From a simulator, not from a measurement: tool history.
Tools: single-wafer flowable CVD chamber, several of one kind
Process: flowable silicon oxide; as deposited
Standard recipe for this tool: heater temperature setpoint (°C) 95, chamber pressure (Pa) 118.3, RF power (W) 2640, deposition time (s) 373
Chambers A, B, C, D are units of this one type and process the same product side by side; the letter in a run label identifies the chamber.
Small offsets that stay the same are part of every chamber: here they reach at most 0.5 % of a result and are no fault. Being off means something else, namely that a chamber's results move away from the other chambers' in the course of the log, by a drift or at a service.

run,hour,heater temperature setpoint (°C),chamber pressure (Pa),RF power (W),deposition time (s),"read-back reference wafer on the same gauge, thickness_nm",mean film thickness on the monitor wafer (angstrom)
1A,3.9,95,118.3,2640,373,282.18,3165.1
2D,8.6,95,118.3,2640,373,281.96,3188
3B,13.2,95,118.3,2640,373,281.6,3158.2
4C,18.9,95,118.3,2640,373,282.13,3162
5B,24.6,95,118.3,2640,373,281.89,3210
6C,29.5,95,118.3,2640,373,282.01,3174.3
7A,32.6,95,118.3,2640,373,281.58,3156.8
8D,38.6,95,118.3,2640,373,281.73,3189.8
9A,45.1,95,118.3,2640,373,281.94,3195.6
10C,51.1,95,118.3,2640,373,281.77,3161.8
11D,56.4,95,118.3,2640,373,281.95,3190.5
12B,62.9,95,118.3,2640,373,282.4,3185.2
13B,67,95,118.3,2640,373,282.05,3170.5
14A,72.8,95,118.3,2640,373,281.78,3161.2
15D,78.8,95,118.3,2640,373,281.99,3178.1
16C,82.9,95,118.3,2640,373,281.97,3182.4
17D,86.8,95,118.3,2640,373,282.12,3151.2
18B,90.1,95,118.3,2640,373,281.92,3154.9
19C,94.2,95,118.3,2640,373,282.11,3191.8
# hour 97.6: chamber C: thermocouple changed; heater temperature recalibrated
20A,100.7,95,118.3,2640,373,282.05,3192.3
21B,107.1,95,92.9,2640,434,282.09,2676
22D,111.5,95,92.9,2640,434,282.17,2693.5
23C,114.5,95,92.9,2640,434,282,2846.2
24A,118.6,95,92.9,2640,434,282.47,2744.1
25B,122.8,95,118.3,2640,373,282.25,3167.6
26D,127.5,95,118.3,2640,373,282.08,3166.3
27A,131.1,95,118.3,2640,373,281.93,3196.5
28C,135,95,118.3,2640,373,282.01,3323.1
29D,137.9,95,96.7,2640,373,282.21,2449.9
30A,144.2,95,96.7,2640,373,282.52,2442.6
31B,150.7,95,96.7,2640,373,282.19,2444.4
32C,154.1,95,96.7,2640,373,281.71,2567.9
33A,159.2,95,118.3,2640,373,282.19,3198.6
34C,162.9,95,118.3,2640,373,282,3317.5

What goes on in this fleet: one chamber off, a drifting gauge, or nothing beyond the chambers' own small offsets? Name the chamber and the cause, if any.

A service left chamber C off against the others.
Likeliest cause: wafer temperature below the value expected at the setpoint (K) = 1.31.

Here are 4 candidates for chamber C's next run, each the usual settings with a change, their results left as question marks. Which one brings its results back in line with what the others give on the usual settings?
A result is in line if it is within this distance of the other chambers' mean on the usual settings: mean film thickness on the monitor wafer (angstrom) 65
35C-1,167.6,95,121.5,2645,378,,?
35C-2,167.6,95,118,2640,373,,?
35C-3,167.6,96,117.1,2640,371,,?
35C-4,167.6,95,118.5,2640,373,,?

Mean of the other chambers on the usual settings: mean film thickness on the monitor wafer (angstrom) 3179
run,mean film thickness on the monitor wafer (angstrom)
35C-1,3493.7
35C-2,3327.9
35C-3,3171.8
35C-4,3346.2
The answer is 35C-3, which returns the chamber to within the allowed miss of the others.
